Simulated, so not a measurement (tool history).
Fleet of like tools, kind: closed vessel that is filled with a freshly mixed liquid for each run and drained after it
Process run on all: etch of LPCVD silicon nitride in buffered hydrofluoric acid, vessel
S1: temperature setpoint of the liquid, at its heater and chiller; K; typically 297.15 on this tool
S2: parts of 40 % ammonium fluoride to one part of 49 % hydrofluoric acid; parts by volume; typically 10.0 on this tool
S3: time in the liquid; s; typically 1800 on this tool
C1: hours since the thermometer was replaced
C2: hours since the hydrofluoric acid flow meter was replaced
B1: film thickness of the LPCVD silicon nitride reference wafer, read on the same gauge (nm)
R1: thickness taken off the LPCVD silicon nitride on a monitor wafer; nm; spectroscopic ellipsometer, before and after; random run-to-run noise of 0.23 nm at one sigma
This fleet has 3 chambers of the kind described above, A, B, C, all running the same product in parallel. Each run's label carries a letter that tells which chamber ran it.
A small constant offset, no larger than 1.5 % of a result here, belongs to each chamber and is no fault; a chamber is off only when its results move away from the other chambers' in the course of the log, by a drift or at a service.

run	day	S1	S2	S3	C1	C2	B1	R1
1C	0.304	297.15	10.0	1800	1197.5	643.4	150.04	24.961
2A	0.546	297.15	10.0	1800	1743.1	493.9	150.05	25.547
3B	0.846	297.15	10.0	1800	267.1	219.4	150.04	25.748
4A	1.029	297.15	10.0	1800	1754.7	505.5	150.03	25.444
5C	1.275	297.15	10.0	1800	1220.8	666.7	150.03	25.365
6B	1.525	297.15	10.0	1800	283.4	235.7	149.98	25.048
7B	1.904	297.15	10.0	1800	292.5	244.8	149.97	25.593
8C	2.233	297.15	10.0	1800	1243.8	689.7	149.99	25.516
9A	2.621	293.65	10.0	1800	1792.9	543.7	150.01	20.896
10C	3.000	293.65	10.0	1800	1262.2	708.1	149.99	21.233
11A	3.179	293.65	10.0	1800	1806.3	557.1	149.97	21.261
12B	3.425	297.15	10.0	1800	329.0	281.3	149.95	25.141
13C	3.758	297.15	10.0	1800	1280.4	726.3	149.97	25.475
14B	4.154	295.15	11.5	1800	346.5	298.8	150.01	19.599
15A	4.542	295.15	11.5	1800	1839.0	589.8	149.97	20.302
16B	4.929	295.15	11.5	1800	365.1	317.4	150.01	19.924
17A	5.188	297.15	10.0	1800	1854.5	605.3	150.01	25.607
18C	5.462	297.15	13.0	2145	1321.3	767.2	150.05	23.781
19A	5.796	297.15	13.0	2145	1869.1	619.9	149.97	23.831
20C	6.167	297.15	13.0	2145	1338.2	784.1	150.02	24.404
21B	6.400	292.65	10.0	1380	400.4	352.7	149.98	15.181
22A	6.733	292.65	10.0	1380	1891.6	642.4	150.01	15.373
23B	7.138	292.65	10.0	1380	418.1	370.4	150.01	15.355
24C	7.446	297.15	10.0	1800	1368.9	814.8	149.96	26.170
25C	7.650	297.15	10.0	1800	1373.8	819.7	150.05	26.308
26A	7.942	297.15	10.0	1800	1920.6	671.4	150.02	25.802
# day 8.000: chamber A: thermometer replaced
27B	8.129	297.15	10.0	1800	441.9	394.2	149.98	25.064
28A	8.496	297.15	10.0	1800	11.9	684.7	150.04	25.248
29B	8.762	295.15	10.0	2220	457.1	409.4	150.02	28.077
30C	9.050	295.15	10.0	2220	1407.4	853.3	150.01	29.060
31C	9.304	295.15	10.0	2220	1413.5	859.4	150.02	29.618
32B	9.604	297.15	10.0	1800	477.3	429.6	150.02	25.447

Has any chamber moved away from the others, gradually or after a service, or does the common gauge drift, or do the chambers differ only by their own small steady offsets? State the chamber and the most likely cause if one applies.

Little by little, chamber C moves away from the other chambers.
Most likely cause: liquid hotter than its thermometer reads (K) = 0.92.
With only this log, it may be confused with: hydrofluoric acid flow above the setpoint (%).

Chamber C could run next with any of the 4 candidate recipes listed below; each alters the usual settings, and their results appear as question marks. Which one brings its results back in line with what the other chambers deliver on the usual settings?
In line means no further than this from the other chambers' mean on the usual settings: R1 0.830 nm
33C-1	9.896	295.15	10.0	1800				?
33C-2	9.896	297.15	10.0	1725				?
33C-3	9.896	298.15	10.0	1800				?
33C-4	9.896	297.65	10.0	1960				?

What the other chambers average on the usual settings: R1 25.584 nm
run	R1
33C-1	24.223
33C-2	25.862
33C-3	28.468
33C-4	30.174
It is 33C-2 that realigns the chamber with its peers.
